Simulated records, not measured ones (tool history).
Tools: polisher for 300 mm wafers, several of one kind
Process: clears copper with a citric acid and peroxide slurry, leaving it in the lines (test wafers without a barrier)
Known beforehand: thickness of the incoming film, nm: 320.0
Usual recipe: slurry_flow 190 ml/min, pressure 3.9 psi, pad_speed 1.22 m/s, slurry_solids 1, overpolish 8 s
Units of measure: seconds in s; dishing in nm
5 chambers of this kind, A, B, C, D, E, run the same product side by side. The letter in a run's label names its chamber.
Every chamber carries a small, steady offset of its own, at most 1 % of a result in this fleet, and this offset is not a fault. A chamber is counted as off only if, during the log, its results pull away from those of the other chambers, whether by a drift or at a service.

run,day,slurry_flow,pressure,pad_speed,slurry_solids,overpolish,seconds,dishing
1B,0.542,190,3.9,1.22,1,8,75.183,21.112
2E,0.942,190,3.9,1.22,1,8,75.171,21.032
3C,1.317,190,3.9,1.22,1,8,75.139,20.957
4D,1.771,190,3.9,1.22,1,8,74.785,21.111
# day 2.025: chamber C: worn pad replaced by a new one
5A,2.054,190,3.9,1.22,1,8,73.941,21.009
# day 2.346: chamber D: slurry blender recalibrated
# day 2.483: chamber A: worn pad replaced by a new one
6C,2.521,190,3.9,1.22,1,8,77.125,21.064
7D,3.058,190,4.6,1.22,1.15,8,62.847,24.289
8B,3.562,190,4.6,1.22,1.15,8,62.994,24.233
9A,3.938,190,4.6,1.22,1.15,8,62.295,24.246
# day 4.179: chamber E: worn pad replaced by a new one
10E,4.288,190,4.6,1.22,1.15,8,60.645,24.376
# day 4.583: chamber C: slurry blender recalibrated
11C,4.621,190,4.6,1.22,1.15,8,61.94,24.157
# day 4.679: chamber B: worn pad replaced by a new one
# day 4.933: chamber A: slurry blender recalibrated
12B,5.204,190,3.9,1.22,1,8,76.661,21.23
# day 5.217: chamber B: slurry blender recalibrated
13D,5.575,190,3.9,1.22,1,8,75.473,20.738
# day 5.742: chamber B: slurry nozzle cleaned
14E,6.062,190,3.9,1.22,1,8,76.225,21.069
15A,6.462,190,3.9,1.22,1,8,74.68,20.998
# day 6.508: chamber D: worn pad replaced by a new one
# day 6.771: chamber A: slurry nozzle cleaned
16E,7.029,190,3.9,1.22,1,8,75.459,20.976
# day 7.154: chamber B: head pressure recalibrated
17C,7.55,190,3.9,1.22,1,8,76.105,20.831
# day 7.675: chamber C: head pressure recalibrated
# day 7.888: chamber A: head pressure recalibrated
18D,8.142,190,3.9,1.08,1.3,8,80.669,20.355
# day 8.15: chamber E: slurry nozzle cleaned
19A,8.717,190,3.9,1.08,1.3,8,79.584,19.713
# day 8.954: chamber C: slurry nozzle cleaned
20B,9.146,190,3.9,1.08,1.3,8,71.589,21.644
# day 9.579: chamber C: worn pad replaced by a new one
21D,9.708,190,3.9,1.08,1.3,8,80.605,20.434
# day 9.942: chamber E: worn pad replaced by a new one
# day 10.025: chamber C: slurry blender recalibrated
# day 10.042: chamber A: worn pad replaced by a new one
22C,10.104,190,3.9,1.08,1.3,8,79.165,20.101
23A,10.683,190,3.9,1.22,1,12,75.842,28.102
# day 10.779: chamber B: slurry blender recalibrated
# day 10.975: chamber B: worn pad replaced by a new one
24E,11.125,190,3.9,1.22,1,12,75.176,27.717
# day 11.421: chamber D: slurry nozzle cleaned
25B,11.483,190,3.9,1.22,1,12,67.936,29.71
26E,11.925,190,3.9,1.22,1,12,75.726,27.867
27B,12.204,190,3.9,1.22,1,12,68.351,29.462
28D,12.508,190,3.9,1.22,1,8,76.358,21.27
29A,13.029,190,3.9,1.22,1,8,76.729,20.807
30C,13.454,190,3.9,1.22,1,8,74.993,20.736
31C,13.892,190,3.9,1.22,1,8,75.825,20.482

Next, every chamber runs the same settings. What will each give?
32A,14.338,190,3.9,1.22,1,8,?,?
32B,14.338,190,3.9,1.22,1,8,?,?
32C,14.338,190,3.9,1.22,1,8,?,?
32D,14.338,190,3.9,1.22,1,8,?,?
32E,14.338,190,3.9,1.22,1,8,?,?

run,seconds,dishing
32A,74.307,20.639
32B,67.981,22.684
32C,76.062,21.162
32D,75.501,21.185
32E,75.192,21.233

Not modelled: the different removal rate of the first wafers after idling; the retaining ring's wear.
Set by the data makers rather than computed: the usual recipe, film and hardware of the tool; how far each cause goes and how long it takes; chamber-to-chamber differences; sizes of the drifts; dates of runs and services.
